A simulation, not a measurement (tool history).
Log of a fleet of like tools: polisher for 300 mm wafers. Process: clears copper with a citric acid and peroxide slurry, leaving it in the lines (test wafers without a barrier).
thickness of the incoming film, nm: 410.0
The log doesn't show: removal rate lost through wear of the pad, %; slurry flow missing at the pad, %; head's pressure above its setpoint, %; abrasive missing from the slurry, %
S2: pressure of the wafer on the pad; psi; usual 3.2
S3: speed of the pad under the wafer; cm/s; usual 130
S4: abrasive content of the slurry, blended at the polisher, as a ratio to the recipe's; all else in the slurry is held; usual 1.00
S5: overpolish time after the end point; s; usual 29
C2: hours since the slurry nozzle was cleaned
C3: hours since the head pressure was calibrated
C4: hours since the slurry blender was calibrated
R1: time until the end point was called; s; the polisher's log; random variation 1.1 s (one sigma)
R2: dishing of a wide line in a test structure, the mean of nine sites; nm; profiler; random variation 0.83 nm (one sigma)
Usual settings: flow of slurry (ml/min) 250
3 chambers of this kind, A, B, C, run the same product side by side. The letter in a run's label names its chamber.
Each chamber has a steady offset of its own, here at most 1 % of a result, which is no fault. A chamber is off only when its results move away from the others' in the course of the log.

run 1B hour=2.5 | flow_of_slurry_(ml/min)=250 S2=3.2 S3=130 S4=1.00 S5=29 | wafers_polished_on_this_pad=11 C2=315.9 C3=411.2 C4=22.9 | R1=108.77 R2=48.274
run 2C hour=7.1 | flow_of_slurry_(ml/min)=250 S2=3.2 S3=130 S4=1.00 S5=29 | wafers_polished_on_this_pad=742 C2=315.1 C3=1278.6 C4=216.6 | R1=108.74 R2=48.412
run 3A hour=12.0 | flow_of_slurry_(ml/min)=250 S2=3.2 S3=130 S4=1.00 S5=29 | wafers_polished_on_this_pad=289 C2=206.3 C3=44.3 C4=58.3 | R1=108.90 R2=47.855
run 4B hour=16.0 | flow_of_slurry_(ml/min)=250 S2=3.2 S3=130 S4=1.00 S5=29 | wafers_polished_on_this_pad=61 C2=329.4 C3=424.7 C4=36.4 | R1=108.33 R2=47.723
run 5C hour=19.6 | flow_of_slurry_(ml/min)=250 S2=3.2 S3=130 S4=1.00 S5=29 | wafers_polished_on_this_pad=788 C2=327.6 C3=1291.1 C4=229.1 | R1=109.90 R2=48.663
run 6A hour=23.1 | flow_of_slurry_(ml/min)=250 S2=3.2 S3=130 S4=1.00 S5=29 | wafers_polished_on_this_pad=330 C2=217.4 C3=55.4 C4=69.4 | R1=111.19 R2=48.993
run 7C hour=28.1 | flow_of_slurry_(ml/min)=250 S2=3.2 S3=130 S4=1.00 S5=29 | wafers_polished_on_this_pad=820 C2=336.1 C3=1299.6 C4=237.6 | R1=109.13 R2=49.379
run 8A hour=32.7 | flow_of_slurry_(ml/min)=250 S2=3.2 S3=130 S4=1.00 S5=29 | wafers_polished_on_this_pad=366 C2=227.0 C3=65.0 C4=79.0 | R1=109.46 R2=49.523
run 9B hour=35.4 | flow_of_slurry_(ml/min)=250 S2=3.2 S3=130 S4=1.00 S5=29 | wafers_polished_on_this_pad=133 C2=348.8 C3=444.1 C4=55.8 | R1=110.58 R2=48.070
run 10B hour=39.8 | flow_of_slurry_(ml/min)=250 S2=3.2 S3=102 S4=1.25 S5=29 | wafers_polished_on_this_pad=150 C2=353.2 C3=448.5 C4=60.2 | R1=132.99 R2=44.419
-- hour=39.9 chamber C: slurry blender recalibrated
run 11A hour=44.4 | flow_of_slurry_(ml/min)=250 S2=3.2 S3=102 S4=1.25 S5=29 | wafers_polished_on_this_pad=410 C2=238.7 C3=76.7 C4=90.7 | R1=134.09 R2=44.694
run 12C hour=49.2 | flow_of_slurry_(ml/min)=250 S2=3.2 S3=102 S4=1.25 S5=29 | wafers_polished_on_this_pad=899 C2=357.2 C3=1320.7 C4=9.4 | R1=131.80 R2=43.807
run 13A hour=52.7 | flow_of_slurry_(ml/min)=250 S2=3.2 S3=130 S4=1.00 S5=29 | wafers_polished_on_this_pad=441 C2=247.0 C3=85.0 C4=99.0 | R1=109.50 R2=47.012
run 14B hour=56.0 | flow_of_slurry_(ml/min)=250 S2=3.2 S3=130 S4=1.00 S5=29 | wafers_polished_on_this_pad=210 C2=369.4 C3=464.7 C4=76.4 | R1=109.20 R2=48.340
run 15C hour=59.7 | flow_of_slurry_(ml/min)=250 S2=3.2 S3=130 S4=1.00 S5=29 | wafers_polished_on_this_pad=938 C2=367.7 C3=1331.2 C4=19.9 | R1=110.30 R2=48.248
run 16C hour=62.1 | flow_of_slurry_(ml/min)=250 S2=3.2 S3=130 S4=1.00 S5=29 | wafers_polished_on_this_pad=947 C2=370.1 C3=1333.6 C4=22.3 | R1=111.71 R2=50.985
run 17B hour=66.4 | flow_of_slurry_(ml/min)=250 S2=3.2 S3=130 S4=1.00 S5=29 | wafers_polished_on_this_pad=249 C2=379.8 C3=475.1 C4=86.8 | R1=109.86 R2=50.023
run 18A hour=70.7 | flow_of_slurry_(ml/min)=250 S2=3.2 S3=130 S4=1.00 S5=29 | wafers_polished_on_this_pad=508 C2=265.0 C3=103.0 C4=117.0 | R1=109.19 R2=51.367
-- hour=73.9 chamber C: head pressure recalibrated
run 19B hour=74.8 | flow_of_slurry_(ml/min)=250 S2=3.2 S3=130 S4=1.00 S5=29 | wafers_polished_on_this_pad=281 C2=388.2 C3=483.5 C4=95.2 | R1=110.25 R2=47.859
run 20A hour=79.4 | flow_of_slurry_(ml/min)=250 S2=3.2 S3=130 S4=1.00 S5=29 | wafers_polished_on_this_pad=541 C2=273.7 C3=111.7 C4=125.7 | R1=111.49 R2=49.702
run 21C hour=81.7 | flow_of_slurry_(ml/min)=250 S2=3.2 S3=130 S4=1.00 S5=29 | wafers_polished_on_this_pad=1020 C2=389.7 C3=7.8 C4=41.9 | R1=109.98 R2=48.396
run 22C hour=84.6 | flow_of_slurry_(ml/min)=250 S2=3.2 S3=130 S4=1.00 S5=29 | wafers_polished_on_this_pad=1031 C2=392.6 C3=10.7 C4=44.8 | R1=111.72 R2=48.795
run 23A hour=87.8 | flow_of_slurry_(ml/min)=250 S2=3.2 S3=130 S4=1.00 S5=29 | wafers_polished_on_this_pad=572 C2=282.1 C3=120.1 C4=134.1 | R1=109.63 R2=48.307
run 24B hour=93.0 | flow_of_slurry_(ml/min)=250 S2=3.2 S3=130 S4=1.00 S5=29 | wafers_polished_on_this_pad=348 C2=406.4 C3=501.7 C4=113.4 | R1=110.74 R2=48.852
run 25C hour=98.1 | flow_of_slurry_(ml/min)=250 S2=3.2 S3=130 S4=1.00 S5=29 | wafers_polished_on_this_pad=1082 C2=406.1 C3=24.2 C4=58.3 | R1=110.34 R2=50.164
run 26B hour=102.5 | flow_of_slurry_(ml/min)=250 S2=3.2 S3=130 S4=1.00 S5=29 | wafers_polished_on_this_pad=384 C2=415.9 C3=511.2 C4=122.9 | R1=108.31 R2=47.735
run 27A hour=106.4 | flow_of_slurry_(ml/min)=250 S2=3.2 S3=130 S4=1.00 S5=29 | wafers_polished_on_this_pad=641 C2=300.7 C3=138.7 C4=152.7 | R1=111.54 R2=48.685
run 28B hour=109.1 | flow_of_slurry_(ml/min)=250 S2=3.2 S3=130 S4=1.00 S5=29 | wafers_polished_on_this_pad=409 C2=422.5 C3=517.8 C4=129.5 | R1=108.28 R2=48.252
-- hour=111.3 chamber C: slurry nozzle cleaned
run 29A hour=111.9 | flow_of_slurry_(ml/min)=250 S2=3.2 S3=130 S4=1.00 S5=29 | wafers_polished_on_this_pad=662 C2=306.2 C3=144.2 C4=158.2 | R1=109.53 R2=47.793
run 30C hour=114.9 | flow_of_slurry_(ml/min)=250 S2=3.2 S3=130 S4=1.00 S5=29 | wafers_polished_on_this_pad=1144 C2=3.7 C3=41.0 C4=75.1 | R1=111.18 R2=47.996
run 31B hour=119.8 | flow_of_slurry_(ml/min)=250 S2=3.2 S3=130 S4=1.00 S5=29 | wafers_polished_on_this_pad=449 C2=433.2 C3=528.5 C4=140.2 | R1=110.90 R2=48.713
run 32A hour=122.3 | flow_of_slurry_(ml/min)=250 S2=3.2 S3=130 S4=1.00 S5=29 | wafers_polished_on_this_pad=701 C2=316.6 C3=154.6 C4=168.6 | R1=109.02 R2=49.353
-- hour=122.9 chamber A: worn pad replaced by a new one
run 33C hour=125.3 | flow_of_slurry_(ml/min)=250 S2=3.2 S3=130 S4=1.00 S5=29 | wafers_polished_on_this_pad=1183 C2=14.1 C3=51.4 C4=85.5 | R1=109.15 R2=48.227
run 34A hour=129.2 | flow_of_slurry_(ml/min)=250 S2=3.2 S3=130 S4=1.00 S5=29 | wafers_polished_on_this_pad=23 C2=323.5 C3=161.5 C4=175.5 | R1=111.90 R2=47.882
run 35B hour=132.2 | flow_of_slurry_(ml/min)=295 S2=3.2 S3=130 S4=1.00 S5=29 | wafers_polished_on_this_pad=495 C2=445.6 C3=540.9 C4=152.6 | R1=107.97 R2=48.492
run 36C hour=136.9 | flow_of_slurry_(ml/min)=295 S2=3.2 S3=130 S4=1.00 S5=29 | wafers_polished_on_this_pad=1227 C2=25.7 C3=63.0 C4=97.1 | R1=110.00 R2=48.399

Next, every chamber runs the same settings. What will each give?
run 37A hour=140.6 | flow_of_slurry_(ml/min)=250 S2=3.2 S3=130 S4=1.00 S5=29 | R1=? R2=?
run 37B hour=140.6 | flow_of_slurry_(ml/min)=250 S2=3.2 S3=130 S4=1.00 S5=29 | R1=? R2=?
run 37C hour=140.6 | flow_of_slurry_(ml/min)=250 S2=3.2 S3=130 S4=1.00 S5=29 | R1=? R2=?

run=37A R1=111.17 R2=49.812
run=37B R1=107.28 R2=48.474
run=37C R1=113.14 R2=47.658
